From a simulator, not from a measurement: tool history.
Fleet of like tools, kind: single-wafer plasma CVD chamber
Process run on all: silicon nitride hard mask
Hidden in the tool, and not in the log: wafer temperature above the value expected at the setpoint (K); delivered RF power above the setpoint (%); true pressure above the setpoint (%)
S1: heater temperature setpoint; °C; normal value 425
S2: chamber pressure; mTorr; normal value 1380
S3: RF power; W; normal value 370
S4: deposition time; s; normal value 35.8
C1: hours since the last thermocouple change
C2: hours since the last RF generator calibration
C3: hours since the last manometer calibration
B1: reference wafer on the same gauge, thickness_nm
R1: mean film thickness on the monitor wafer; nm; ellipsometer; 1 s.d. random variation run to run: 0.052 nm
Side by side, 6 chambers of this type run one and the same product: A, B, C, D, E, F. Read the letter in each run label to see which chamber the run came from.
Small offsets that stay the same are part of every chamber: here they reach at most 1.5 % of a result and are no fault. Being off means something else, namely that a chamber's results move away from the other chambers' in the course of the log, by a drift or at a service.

run   hour   S1    S2   S3    S4      C1      C2      C3      B1      R1
 1C    5.2  425  1380  370  35.8  1256.8  1245.0  2333.3  48.091  44.613
 2B   11.6  425  1380  370  35.8  1016.9   579.1  1734.7  48.097  45.050
 3D   18.3  425  1380  370  35.8   378.7   961.9  1219.6  48.083  44.662
 4E   26.2  425  1380  370  35.8  2209.3   120.4  1295.7  48.087  44.201
 5A   35.2  425  1380  370  35.8   867.9   665.3  1202.6  48.084  44.756
 6F   44.0  425  1380  370  35.8  1142.8  1010.3   956.3  48.067  44.584
 7E   55.3  425  1180  370  35.8  2238.4   149.5  1324.8  48.060  42.043
 8B   64.3  425  1180  370  35.8  1069.6   631.8  1787.4  48.060  42.872
 9A   75.3  425  1180  370  35.8   908.0   705.4  1242.7  48.047  42.651
10F   82.2  425  1180  370  35.8  1181.0  1048.5   994.5  48.026  42.501
11D   90.2  425  1180  370  35.8   450.6  1033.8  1291.5  48.033  42.414
12C  102.4  425  1180  370  35.8  1354.0  1342.2  2430.5  48.022  42.252
13E  108.5  425  1380  370  35.8  2291.6   202.7  1378.0  48.004  43.988
     115.9  -- chamber E: thermocouple changed; heater temperature recalibrated
14B  118.1  425  1380  370  35.8  1123.4   685.6  1841.2  48.012  44.969
15D  125.2  425  1380  370  35.8   485.6  1068.8  1326.5  48.012  44.629
16F  133.0  425  1380  370  35.8  1231.8  1099.3  1045.3  47.997  44.607
17A  142.5  425  1380  370  35.8   975.2   772.6  1309.9  47.980  44.702
18C  149.3  425  1380  370  35.8  1400.9  1389.1  2477.4  47.987  44.425
19B  160.3  425  1380  370  35.8  1165.6   727.8  1883.4  47.983  44.849
     164.9  -- chamber C: thermocouple changed; heater temperature recalibrated
20E  167.3  425  1380  370  35.8    51.4   261.5  1436.8  47.972  43.932
21F  177.0  425  1380  370  35.8  1275.8  1143.3  1089.3  47.971  44.634
22A  185.2  425  1380  370  35.8  1017.9   815.3  1352.6  47.964  44.718
     189.1  -- chamber B: capacitance manometer re-zeroed and calibrated
23D  190.7  425  1380  370  35.8   551.1  1134.3  1392.0  47.954  44.560
24C  201.4  420  1380  370  35.8    36.5  1441.2  2529.5  47.936  44.628
25C  210.3  420  1380  370  35.8    45.4  1450.1  2538.4  47.946  44.524
26B  218.9  420  1380  370  35.8  1224.2   786.4    29.8  47.931  45.002
27F  224.4  420  1380  370  35.8  1323.2  1190.7  1136.7  47.910  44.643
28E  229.9  420  1380  370  35.8   114.0   324.1  1499.4  47.915  44.028
29A  238.4  420  1380  370  35.8  1071.1   868.5  1405.8  47.914  44.791
30D  243.9  425  1380  370  35.8   604.3  1187.5  1445.2  47.911  44.485
31B  253.9  425  1710  370  30.8  1259.2   821.4    64.8  47.906  41.086
32D  262.9  425  1710  370  30.8   623.3  1206.5  1464.2  47.896  40.814
33E  271.1  425  1710  370  30.8   155.2   365.3  1540.6  47.896  40.326
34A  279.4  425  1710  370  30.8  1112.1   909.5  1446.8  47.883  40.888
35F  285.9  425  1710  370  30.8  1384.7  1252.2  1198.2  47.874  40.809
36C  292.1  425  1710  370  30.8   127.2  1531.9  2620.2  47.870  40.622

Does one chamber stand apart from the rest, does the shared gauge drift, or is all well apart from small per-chamber offsets? Give the chamber and the most likely cause, where there is one.

The gauge drifts, so all chambers seem to drift together. No chamber is off.
Cause: gauge reads low (%) = 0.481.
